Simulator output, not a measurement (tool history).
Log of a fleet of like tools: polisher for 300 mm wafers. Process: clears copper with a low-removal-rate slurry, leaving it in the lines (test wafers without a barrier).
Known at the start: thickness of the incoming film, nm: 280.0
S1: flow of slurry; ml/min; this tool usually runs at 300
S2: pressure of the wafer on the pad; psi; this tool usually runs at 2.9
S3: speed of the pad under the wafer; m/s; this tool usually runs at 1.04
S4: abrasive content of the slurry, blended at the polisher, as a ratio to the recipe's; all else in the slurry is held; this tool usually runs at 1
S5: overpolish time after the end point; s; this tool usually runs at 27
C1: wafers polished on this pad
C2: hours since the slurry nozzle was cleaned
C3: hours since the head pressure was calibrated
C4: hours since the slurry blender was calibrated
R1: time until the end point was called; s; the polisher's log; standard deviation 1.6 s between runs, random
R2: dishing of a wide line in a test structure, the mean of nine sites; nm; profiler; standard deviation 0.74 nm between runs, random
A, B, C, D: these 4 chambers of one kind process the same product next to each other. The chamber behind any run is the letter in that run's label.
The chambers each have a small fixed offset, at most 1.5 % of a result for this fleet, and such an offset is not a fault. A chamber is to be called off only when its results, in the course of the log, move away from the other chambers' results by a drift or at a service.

{"hour": 3.1, "done": "chamber B: worn pad replaced by a new one"}
{"run": "1B", "hour": 12.4, "S1": 300, "S2": 2.9, "S3": 1.04, "S4": 1, "S5": 27, "C1": 102, "C2": 43.1, "C3": 109.5, "C4": 246.9, "R1": 106.16, "R2": 48.022}
{"hour": 12.9, "done": "chamber D: slurry nozzle cleaned"}
{"run": "2D", "hour": 25.0, "S1": 300, "S2": 2.9, "S3": 1.04, "S4": 1, "S5": 27, "C1": 624, "C2": 12.2, "C3": 829.9, "C4": 121.6, "R1": 105.29, "R2": 48.517}
{"hour": 28.0, "done": "chamber C: worn pad replaced by a new one"}
{"hour": 33.6, "done": "chamber D: slurry blender recalibrated"}
{"run": "3A", "hour": 35.1, "S1": 300, "S2": 2.9, "S3": 1.04, "S4": 1, "S5": 27, "C1": 584, "C2": 67.7, "C3": 578.2, "C4": 173.3, "R1": 107.95, "R2": 46.795}
{"hour": 46.8, "done": "chamber C: slurry blender recalibrated"}
{"run": "4C", "hour": 47.3, "S1": 300, "S2": 2.9, "S3": 1.04, "S4": 1, "S5": 27, "C1": 210, "C2": 197.8, "C3": 236.7, "C4": 0.6, "R1": 107.18, "R2": 46.573}
{"hour": 55.1, "done": "chamber A: head pressure recalibrated"}
{"run": "5A", "hour": 55.8, "S1": 360, "S2": 2.5, "S3": 1.04, "S4": 1, "S5": 27, "C1": 809, "C2": 88.4, "C3": 0.8, "C4": 194, "R1": 123.87, "R2": 41.22}
{"run": "6D", "hour": 65.4, "S1": 360, "S2": 2.5, "S3": 1.04, "S4": 1, "S5": 27, "C1": 1065, "C2": 52.6, "C3": 870.3, "C4": 31.8, "R1": 123.02, "R2": 42.346}
{"run": "7B", "hour": 75.2, "S1": 360, "S2": 2.5, "S3": 1.04, "S4": 1, "S5": 27, "C1": 787, "C2": 105.9, "C3": 172.3, "C4": 309.7, "R1": 124.6, "R2": 42.041}
{"run": "8C", "hour": 88.6, "S1": 360, "S2": 2.5, "S3": 1.04, "S4": 1, "S5": 27, "C1": 661, "C2": 239.1, "C3": 278, "C4": 41.9, "R1": 124.52, "R2": 42.5}
{"hour": 97.6, "done": "chamber A: worn pad replaced by a new one"}
{"run": "9D", "hour": 100.9, "S1": 300, "S2": 2.9, "S3": 1.04, "S4": 1, "S5": 27, "C1": 1452, "C2": 88.1, "C3": 905.8, "C4": 67.3, "R1": 107.35, "R2": 47.425}
{"hour": 103.3, "done": "chamber C: worn pad replaced by a new one"}
{"hour": 108.2, "done": "chamber B: slurry blender recalibrated"}
{"run": "10C", "hour": 110.7, "S1": 300, "S2": 2.9, "S3": 1.04, "S4": 1, "S5": 27, "C1": 81, "C2": 261.2, "C3": 300.1, "C4": 64, "R1": 105.98, "R2": 46.552}
{"run": "11A", "hour": 120.6, "S1": 300, "S2": 2.9, "S3": 1.04, "S4": 1, "S5": 27, "C1": 251, "C2": 153.2, "C3": 65.6, "C4": 258.8, "R1": 105.71, "R2": 48.002}
{"run": "12B", "hour": 134.5, "S1": 300, "S2": 2.9, "S3": 1.04, "S4": 1, "S5": 27, "C1": 1434, "C2": 165.2, "C3": 231.6, "C4": 26.4, "R1": 106.86, "R2": 49.326}
{"hour": 139.8, "done": "chamber B: worn pad replaced by a new one"}
{"run": "13D", "hour": 142.1, "S1": 300, "S2": 2.9, "S3": 1.04, "S4": 1, "S5": 27, "C1": 1902, "C2": 129.3, "C3": 947, "C4": 108.5, "R1": 106.89, "R2": 47.892}
{"run": "14A", "hour": 154.0, "S1": 300, "S2": 2.9, "S3": 1.24, "S4": 1, "S5": 27, "C1": 615, "C2": 186.6, "C3": 99, "C4": 292.2, "R1": 92.432, "R2": 54.373}
{"hour": 161.3, "done": "chamber D: slurry blender recalibrated"}
{"hour": 166.5, "done": "chamber C: slurry blender recalibrated"}
{"hour": 166.7, "done": "chamber A: slurry blender recalibrated"}
{"run": "15B", "hour": 167.0, "S1": 300, "S2": 2.9, "S3": 1.24, "S4": 1, "S5": 27, "C1": 297, "C2": 197.7, "C3": 264.1, "C4": 58.9, "R1": 87.796, "R2": 56.731}
{"run": "16C", "hour": 178.4, "S1": 300, "S2": 2.9, "S3": 1.24, "S4": 1, "S5": 27, "C1": 819, "C2": 328.9, "C3": 367.8, "C4": 12, "R1": 87.157, "R2": 54.777}
{"hour": 180.2, "done": "chamber B: head pressure recalibrated"}
{"hour": 189.0, "done": "chamber A: slurry nozzle cleaned"}
{"run": "17B", "hour": 189.0, "S1": 300, "S2": 2.9, "S3": 1.24, "S4": 1, "S5": 27, "C1": 537, "C2": 219.7, "C3": 8.8, "C4": 80.9, "R1": 91.061, "R2": 56.714}
{"hour": 190.5, "done": "chamber C: worn pad replaced by a new one"}
{"run": "18C", "hour": 196.3, "S1": 300, "S2": 2.9, "S3": 1.04, "S4": 1, "S5": 27, "C1": 64, "C2": 346.8, "C3": 385.7, "C4": 29.9, "R1": 110.07, "R2": 47.012}
{"hour": 198.5, "done": "chamber D: slurry nozzle cleaned"}
{"hour": 199.6, "done": "chamber A: worn pad replaced by a new one"}
{"run": "19A", "hour": 207.9, "S1": 300, "S2": 2.9, "S3": 1.04, "S4": 1, "S5": 27, "C1": 91, "C2": 18.9, "C3": 152.9, "C4": 41.2, "R1": 106.95, "R2": 47.611}
{"run": "20D", "hour": 220.7, "S1": 300, "S2": 2.9, "S3": 1.04, "S4": 1, "S5": 27, "C1": 2760, "C2": 22.3, "C3": 1025.6, "C4": 59.4, "R1": 114.12, "R2": 46.536}
{"run": "21D", "hour": 227.0, "S1": 195, "S2": 2.9, "S3": 0.78, "S4": 1, "S5": 27, "C1": 2828, "C2": 28.6, "C3": 1031.9, "C4": 65.7, "R1": 155.1, "R2": 35.198}
{"run": "22C", "hour": 234.5, "S1": 195, "S2": 2.9, "S3": 0.78, "S4": 1, "S5": 27, "C1": 481, "C2": 385, "C3": 423.9, "C4": 68.1, "R1": 151.23, "R2": 35.495}
{"run": "23A", "hour": 243.0, "S1": 195, "S2": 2.9, "S3": 0.78, "S4": 1, "S5": 27, "C1": 474, "C2": 54, "C3": 188, "C4": 76.3, "R1": 152.29, "R2": 35.119}
{"hour": 251.8, "done": "chamber C: slurry nozzle cleaned"}
{"run": "24B", "hour": 254.2, "S1": 195, "S2": 2.9, "S3": 0.78, "S4": 1, "S5": 27, "C1": 1249, "C2": 284.9, "C3": 74, "C4": 146.1, "R1": 151.08, "R2": 35.209}
{"run": "25B", "hour": 265.0, "S1": 300, "S2": 2.9, "S3": 1.04, "S4": 1, "S5": 27, "C1": 1366, "C2": 295.7, "C3": 84.8, "C4": 156.9, "R1": 108.02, "R2": 48.342}
{"hour": 268.1, "done": "chamber B: worn pad replaced by a new one"}
{"run": "26A", "hour": 275.2, "S1": 300, "S2": 2.9, "S3": 1.04, "S4": 1, "S5": 27, "C1": 825, "C2": 86.2, "C3": 220.2, "C4": 108.5, "R1": 107.11, "R2": 47.855}
{"hour": 278.6, "done": "chamber C: worn pad replaced by a new one"}
{"run": "27D", "hour": 281.6, "S1": 300, "S2": 2.9, "S3": 1.04, "S4": 1, "S5": 13, "C1": 3424, "C2": 83.2, "C3": 1086.5, "C4": 120.3, "R1": 115.15, "R2": 24.292}
{"hour": 288.3, "done": "chamber D: slurry blender recalibrated"}
{"run": "28C", "hour": 294.4, "S1": 300, "S2": 2.9, "S3": 1.04, "S4": 1, "S5": 13, "C1": 172, "C2": 42.7, "C3": 483.8, "C4": 128, "R1": 108.33, "R2": 25.474}
{"hour": 297.0, "done": "chamber D: head pressure recalibrated"}
{"run": "29B", "hour": 306.5, "S1": 300, "S2": 2.9, "S3": 1.04, "S4": 1, "S5": 13, "C1": 419, "C2": 337.2, "C3": 126.3, "C4": 198.4, "R1": 106.72, "R2": 25.245}
{"run": "30C", "hour": 314.8, "S1": 300, "S2": 2.9, "S3": 1.04, "S4": 1, "S5": 13, "C1": 395, "C2": 63.1, "C3": 504.2, "C4": 148.4, "R1": 108.85, "R2": 24.983}
{"hour": 317.9, "done": "chamber C: slurry blender recalibrated"}
{"run": "31A", "hour": 322.3, "S1": 300, "S2": 2.9, "S3": 1.04, "S4": 1, "S5": 27, "C1": 1339, "C2": 133.3, "C3": 267.3, "C4": 155.6, "R1": 107.75, "R2": 47.516}
{"run": "32D", "hour": 329.8, "S1": 300, "S2": 2.9, "S3": 1.04, "S4": 1, "S5": 27, "C1": 3950, "C2": 131.4, "C3": 32.9, "C4": 41.6, "R1": 115.4, "R2": 45.224}
{"hour": 333.0, "done": "chamber A: worn pad replaced by a new one"}
{"run": "33A", "hour": 342.7, "S1": 300, "S2": 2.9, "S3": 1.04, "S4": 1, "S5": 27, "C1": 106, "C2": 153.7, "C3": 287.7, "C4": 176, "R1": 108.45, "R2": 47.198}
{"run": "34C", "hour": 356.6, "S1": 300, "S2": 2.9, "S3": 1.04, "S4": 1, "S5": 27, "C1": 851, "C2": 104.9, "C3": 546, "C4": 38.8, "R1": 107.27, "R2": 46.718}
{"run": "35D", "hour": 364.0, "S1": 300, "S2": 2.9, "S3": 1.04, "S4": 1, "S5": 27, "C1": 4324, "C2": 165.6, "C3": 67.1, "C4": 75.8, "R1": 118.85, "R2": 45.057}
{"run": "36B", "hour": 372.3, "S1": 300, "S2": 2.9, "S3": 1.04, "S4": 1, "S5": 27, "C1": 1137, "C2": 403, "C3": 192.1, "C4": 264.2, "R1": 104.53, "R2": 50.692}
{"hour": 376.9, "done": "chamber C: worn pad replaced by a new one"}
{"run": "37D", "hour": 381.9, "S1": 300, "S2": 2.9, "S3": 1.04, "S4": 1, "S5": 27, "C1": 4519, "C2": 183.5, "C3": 85, "C4": 93.7, "R1": 116.33, "R2": 43.325}
{"run": "38C", "hour": 392.2, "S1": 300, "S2": 2.9, "S3": 1.04, "S4": 1, "S5": 27, "C1": 167, "C2": 140.5, "C3": 581.6, "C4": 74.4, "R1": 105.72, "R2": 46.597}
{"run": "39A", "hour": 404.9, "S1": 300, "S2": 2.9, "S3": 1.04, "S4": 1, "S5": 27, "C1": 785, "C2": 215.9, "C3": 349.9, "C4": 238.2, "R1": 106.51, "R2": 47.98}
{"hour": 408.2, "done": "chamber B: worn pad replaced by a new one"}
{"run": "40B", "hour": 411.5, "S1": 300, "S2": 2.9, "S3": 1.04, "S4": 1, "S5": 27, "C1": 36, "C2": 442.2, "C3": 231.3, "C4": 303.4, "R1": 106.35, "R2": 48.434}
{"hour": 415.3, "done": "chamber B: slurry blender recalibrated"}
{"hour": 419.2, "done": "chamber D: slurry nozzle cleaned"}
{"run": "41B", "hour": 420.9, "S1": 300, "S2": 2.9, "S3": 1.04, "S4": 1, "S5": 27, "C1": 138, "C2": 451.6, "C3": 240.7, "C4": 5.6, "R1": 104.95, "R2": 50.295}
{"hour": 431.2, "done": "chamber D: slurry blender recalibrated"}
{"run": "42D", "hour": 433.4, "S1": 300, "S2": 2.9, "S3": 1.04, "S4": 1, "S5": 27, "C1": 5081, "C2": 14.3, "C3": 136.5, "C4": 2.3, "R1": 120.05, "R2": 43.69}
{"run": "43C", "hour": 442.4, "S1": 200, "S2": 2.9, "S3": 1.18, "S4": 1, "S5": 27, "C1": 715, "C2": 190.7, "C3": 631.8, "C4": 124.6, "R1": 99.898, "R2": 51.211}

Decide between three cases: one chamber stands off from its peers, the gauge reading all wafers drifts, or nothing is wrong past each chamber's small offset. Where a chamber is off, say which and what most likely put it there.

Chamber D drifts away from the others.
What lies behind it: removal rate lost through wear of the pad, % = 11.4.

Which of the 4 candidates below, each the usual settings with something changed and its results left as question marks, puts chamber D back in line with what the other chambers give on the usual settings?
In line here means within this much of the mean the other chambers give on the usual settings: R1 5.7 s; R2 2.6 nm
{"run": "44D-1", "hour": 452.3, "S1": 300, "S2": 2.9, "S3": 1.02, "S4": 1, "S5": 27, "R1": "?", "R2": "?"}
{"run": "44D-2", "hour": 452.3, "S1": 300, "S2": 3.1, "S3": 1.1, "S4": 1, "S5": 27, "R1": "?", "R2": "?"}
{"run": "44D-3", "hour": 452.3, "S1": 300, "S2": 2.9, "S3": 1.06, "S4": 1, "S5": 27, "R1": "?", "R2": "?"}
{"run": "44D-4", "hour": 452.3, "S1": 300, "S2": 2.7, "S3": 0.98, "S4": 1, "S5": 27, "R1": "?", "R2": "?"}

Other chambers, usual settings, mean: R1 107.57 s; R2 47.893 nm
run=44D-1 R1=123.37 R2=43.139
run=44D-2 R1=106.91 R2=48.917
run=44D-3 R1=118.66 R2=44.598
run=44D-4 R1=137.99 R2=39.002
44D-2 is the one that brings the chamber's results back in line with the other chambers.
